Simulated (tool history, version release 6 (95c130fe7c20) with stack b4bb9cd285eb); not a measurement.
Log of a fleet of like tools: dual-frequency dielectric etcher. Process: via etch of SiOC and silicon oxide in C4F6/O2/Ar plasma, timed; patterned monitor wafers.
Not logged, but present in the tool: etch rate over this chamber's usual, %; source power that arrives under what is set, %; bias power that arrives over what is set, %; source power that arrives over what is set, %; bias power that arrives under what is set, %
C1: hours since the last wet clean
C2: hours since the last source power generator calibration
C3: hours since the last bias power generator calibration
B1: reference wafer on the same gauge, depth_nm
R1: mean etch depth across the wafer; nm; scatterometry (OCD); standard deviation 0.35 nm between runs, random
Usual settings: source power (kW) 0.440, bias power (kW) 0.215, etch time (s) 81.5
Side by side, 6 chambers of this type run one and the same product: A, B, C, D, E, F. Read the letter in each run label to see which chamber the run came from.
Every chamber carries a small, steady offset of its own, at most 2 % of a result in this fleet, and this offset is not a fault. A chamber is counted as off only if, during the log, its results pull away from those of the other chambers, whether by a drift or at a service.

Run 1C, hour 5.2: usual settings; C1 391.7; C2 225.6; C3 2162.4; B1 106.91. Result: R1 101.420 nm.
Run 2E, hour 10.1: usual settings; C1 27.2; C2 1628.6; C3 1450.1; B1 106.93. Result: R1 101.570 nm.
Run 3D, hour 15.2: usual settings; C1 295.1; C2 535.8; C3 2939.9; B1 107.05. Result: R1 101.650 nm.
Run 4A, hour 19.4: usual settings; C1 37.2; C2 1697.3; C3 1069.7; B1 106.98. Result: R1 98.436 nm.
Run 5F, hour 24.0: usual settings; C1 220.2; C2 701.1; C3 2537.9; B1 107.04. Result: R1 101.140 nm.
Run 6B, hour 29.1: usual settings but bias power (kW) 0.259; C1 300.7; C2 4088.7; C3 2971.4; B1 107.00. Result: R1 107.740 nm.
Run 7C, hour 33.4: usual settings but bias power (kW) 0.259; C1 419.9; C2 253.8; C3 2190.6; B1 106.94. Result: R1 108.160 nm.
Run 8B, hour 37.8: usual settings but bias power (kW) 0.259; C1 309.4; C2 4097.4; C3 2980.1; B1 106.98. Result: R1 107.920 nm.
Run 9E, hour 40.5: usual settings but bias power (kW) 0.259; C1 57.6; C2 1659.0; C3 1480.5; B1 106.97. Result: R1 108.670 nm.
Run 10F, hour 45.0: usual settings but bias power (kW) 0.259; C1 241.2; C2 722.1; C3 2558.9; B1 106.95. Result: R1 107.740 nm.
Run 11A, hour 49.1: usual settings but bias power (kW) 0.259; C1 66.9; C2 1727.0; C3 1099.4; B1 107.04. Result: R1 105.450 nm.
Run 12D, hour 54.3: usual settings; C1 334.2; C2 574.9; C3 2979.0; B1 106.98. Result: R1 102.020 nm.
Run 13B, hour 58.9: usual settings but source power (kW) 0.480; C1 330.5; C2 4118.5; C3 3001.2; B1 107.04. Result: R1 104.420 nm.
Run 14D, hour 62.5: usual settings but source power (kW) 0.480; C1 342.4; C2 583.1; C3 2987.2; B1 107.02. Result: R1 104.970 nm.
Run 15A, hour 68.3: usual settings but source power (kW) 0.480; C1 86.1; C2 1746.2; C3 1118.6; B1 106.95. Result: R1 102.860 nm.
Run 16E, hour 72.7: usual settings but source power (kW) 0.480; C1 89.8; C2 1691.2; C3 1512.7; B1 107.01. Result: R1 104.610 nm.
Run 17C, hour 77.2: usual settings but source power (kW) 0.480; C1 463.7; C2 297.6; C3 2234.4; B1 106.96. Result: R1 104.570 nm.
At hour 79.4: chamber C: wet clean of the chamber.
Run 18F, hour 80.9: usual settings but source power (kW) 0.480; C1 277.1; C2 758.0; C3 2594.8; B1 107.07. Result: R1 106.460 nm.
Run 19D, hour 86.6: usual settings; C1 366.5; C2 607.2; C3 3011.3; B1 106.96. Result: R1 101.270 nm.
Run 20A, hour 92.0: usual settings; C1 109.8; C2 1769.9; C3 1142.3; B1 106.99. Result: R1 99.135 nm.
Run 21F, hour 98.0: usual settings but etch time (s) 59.5; C1 294.2; C2 775.1; C3 2611.9; B1 107.06. Result: R1 74.685 nm.
Run 22C, hour 100.9: usual settings but etch time (s) 59.5; C1 21.5; C2 321.3; C3 2258.1; B1 106.99. Result: R1 74.124 nm.
Run 23B, hour 103.7: usual settings but etch time (s) 59.5; C1 375.3; C2 4163.3; C3 3046.0; B1 106.92. Result: R1 74.073 nm.
Run 24E, hour 107.6: usual settings but etch time (s) 59.5; C1 124.7; C2 1726.1; C3 1547.6; B1 107.04. Result: R1 74.175 nm.
Run 25A, hour 110.8: usual settings but etch time (s) 59.5; C1 128.6; C2 1788.7; C3 1161.1; B1 107.03. Result: R1 72.256 nm.
Run 26D, hour 115.6: usual settings but etch time (s) 59.5; C1 395.5; C2 636.2; C3 3040.3; B1 106.89. Result: R1 74.435 nm.
Run 27C, hour 120.6: usual settings; C1 41.2; C2 341.0; C3 2277.8; B1 106.88. Result: R1 101.480 nm.
Run 28B, hour 125.4: usual settings; C1 397.0; C2 4185.0; C3 3067.7; B1 107.07. Result: R1 101.060 nm.
Run 29F, hour 129.7: usual settings but bias power (kW) 0.234, etch time (s) 60.5; C1 325.9; C2 806.8; C3 2643.6; B1 106.87. Result: R1 78.724 nm.
Run 30E, hour 134.1: usual settings but bias power (kW) 0.234, etch time (s) 60.5; C1 151.2; C2 1752.6; C3 1574.1; B1 106.98. Result: R1 77.527 nm.
Run 31F, hour 138.2: usual settings but bias power (kW) 0.234, etch time (s) 60.5; C1 334.4; C2 815.3; C3 2652.1; B1 107.02. Result: R1 78.415 nm.
Run 32C, hour 143.6: usual settings but bias power (kW) 0.234, etch time (s) 60.5; C1 64.2; C2 364.0; C3 2300.8; B1 107.04. Result: R1 77.301 nm.
Run 33B, hour 147.3: usual settings but bias power (kW) 0.234, etch time (s) 60.5; C1 418.9; C2 4206.9; C3 3089.6; B1 106.98. Result: R1 77.637 nm.
Run 34D, hour 153.0: usual settings but bias power (kW) 0.234, etch time (s) 60.5; C1 432.9; C2 673.6; C3 3077.7; B1 107.03. Result: R1 77.383 nm.
Run 35E, hour 157.5: usual settings; C1 174.6; C2 1776.0; C3 1597.5; B1 106.98. Result: R1 102.300 nm.
Run 36A, hour 163.4: usual settings; C1 181.2; C2 1841.3; C3 1213.7; B1 106.99. Result: R1 98.965 nm.
Run 37A, hour 168.8: usual settings; C1 186.6; C2 1846.7; C3 1219.1; B1 107.02. Result: R1 98.884 nm.
Run 38E, hour 174.7: usual settings; C1 191.8; C2 1793.2; C3 1614.7; B1 106.89. Result: R1 102.270 nm.

Decide between three cases: one chamber stands off from its peers, the gauge reading all wafers drifts, or nothing is wrong past each chamber's small offset. Where a chamber is off, say which and what most likely put it there.

Little by little, chamber F moves away from the other chambers.
Most likely cause: etch rate over this chamber's usual, % = 3.03.

Below are 4 candidate recipes for chamber F's next run, each the usual settings with a change, their results shown as question marks. Which of them brings F's results back in line with what the other chambers give on the usual settings?
Allowed miss from the other chambers' usual-settings mean, per result, to count as in line: R1 1.200 nm
Run 39F-1, hour 179.0: usual settings but etch time (s) 81.0. Result: R1 ?.
Run 39F-2, hour 179.0: usual settings but bias power (kW) 0.213, etch time (s) 79.0. Result: R1 ?.
Run 39F-3, hour 179.0: usual settings but source power (kW) 0.460, bias power (kW) 0.224. Result: R1 ?.
Run 39F-4, hour 179.0: usual settings but etch time (s) 82.5. Result: R1 ?.

Mean of the other chambers on the usual settings: R1 100.960 nm
  run       R1
39F-1  103.700
39F-2  100.830
39F-3  107.550
39F-4  105.620
It is 39F-2 that realigns the chamber with its peers.
